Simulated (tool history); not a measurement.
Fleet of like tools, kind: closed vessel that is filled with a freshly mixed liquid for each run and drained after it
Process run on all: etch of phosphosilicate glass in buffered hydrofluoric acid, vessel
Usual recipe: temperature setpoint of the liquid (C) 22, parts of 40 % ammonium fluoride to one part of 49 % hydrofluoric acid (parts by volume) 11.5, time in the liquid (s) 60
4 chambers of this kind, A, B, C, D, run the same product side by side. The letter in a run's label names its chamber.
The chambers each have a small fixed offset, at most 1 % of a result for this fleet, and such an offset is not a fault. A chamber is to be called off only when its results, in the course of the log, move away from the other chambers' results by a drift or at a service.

run	hour	temperature setpoint of the liquid (C)	parts of 40 % ammonium fluoride to one part of 49 % hydrofluoric acid (parts by volume)	time in the liquid (s)	read-back film thickness of the phosphosilicate glass reference wafer, read on the same gauge (nm)	thickness taken off the phosphosilicate glass on a monitor wafer (angstrom)
1C	8.9	22	11.5	60	80.007	1912.1
2D	17.3	22	11.5	60	79.992	1916.9
3A	22.5	22	11.5	60	79.977	1957.6
4B	28.5	22	11.5	60	80.004	1940.6
5C	35.2	22	11.5	60	80.013	1901
# hour 39.7: chamber C: hydrofluoric acid flow meter replaced
6A	45	22	11.5	60	80.023	1944
7B	52.1	22	11.5	60	80.004	1937.1
8D	58.8	22	11.5	60	80.001	1952.2
9A	67.4	22	11.5	60	79.987	1926.5
10B	74.8	22	11.5	60	80.009	1980.5
11D	80.3	22	11.5	60	80.004	1948.2
12C	85	22	11.5	60	79.992	1896.1
13B	91.5	22	11.5	60	80.018	1956.4
14C	97.3	22	11.5	60	79.995	1897.6
15A	102.5	25	11.5	60	79.993	2260.8
16D	108.7	25	11.5	60	79.981	2278.3
17D	117.3	25	11.5	60	80.001	2276.8
18B	125.1	25	11.5	60	79.999	2309.6
19A	130.3	22	10	30	79.984	1124.2
20C	135.4	22	10	30	80.015	1098.6
21D	141	22	10	30	79.981	1106.8
22B	151	22	10	30	79.974	1077.7
23C	155.6	20	13	60	79.979	1501.5
24A	161.5	20	13	60	80.004	1552.5
25B	171.2	20	13	60	79.996	1482.4
26C	179.6	20	13	60	79.965	1518.9
27A	184.3	22	11.5	60	80.001	1931.3
28D	192.6	22	11.5	60	80.012	1940.8
29B	201.7	22	11.5	60	79.993	1830.5
30C	209	22	11.5	60	80.022	1920.2
31D	214	22	11.5	60	80.001	1919.5
32A	219.6	22	11.5	60	79.994	1918.4
33B	224.2	20	11.5	80	80.03	2151.6
34D	229.8	20	11.5	80	80.015	2337.8
35C	238.3	20	11.5	80	79.985	2275.8
36A	244.4	20	11.5	80	79.985	2288.9
37A	249.4	22	11.5	60	80.002	1928.2

Has any chamber moved away from the others, gradually or after a service, or does the common gauge drift, or do the chambers differ only by their own small steady offsets? State the chamber and the most likely cause if one applies.

Chamber B drifts away from the others.
Most likely cause: liquid colder than its thermometer reads (K) = 1.97.
The log may not tell that from: hydrofluoric acid flow below the setpoint (%).

Below are 4 candidate recipes for chamber B's next run, each the usual settings with a change, their results shown as question marks. Which of them brings B's results back in line with what the other chambers give on the usual settings?
To be in line, a result may differ from the other chambers' mean on the usual settings by at most: thickness taken off the phosphosilicate glass on a monitor wafer (angstrom) 64
38B-1	256.6	22	13.5	60		?
38B-2	256.6	22	11.5	55		?
38B-3	256.6	22	10.5	60		?
38B-4	256.6	22.5	11	65		?

Other chambers, usual settings, mean: thickness taken off the phosphosilicate glass on a monitor wafer (angstrom) 1929.8
run	thickness taken off the phosphosilicate glass on a monitor wafer (angstrom)
38B-1	1499.5
38B-2	1610.3
38B-3	1921.3
38B-4	2045.8
It is 38B-3 that realigns the chamber with its peers.

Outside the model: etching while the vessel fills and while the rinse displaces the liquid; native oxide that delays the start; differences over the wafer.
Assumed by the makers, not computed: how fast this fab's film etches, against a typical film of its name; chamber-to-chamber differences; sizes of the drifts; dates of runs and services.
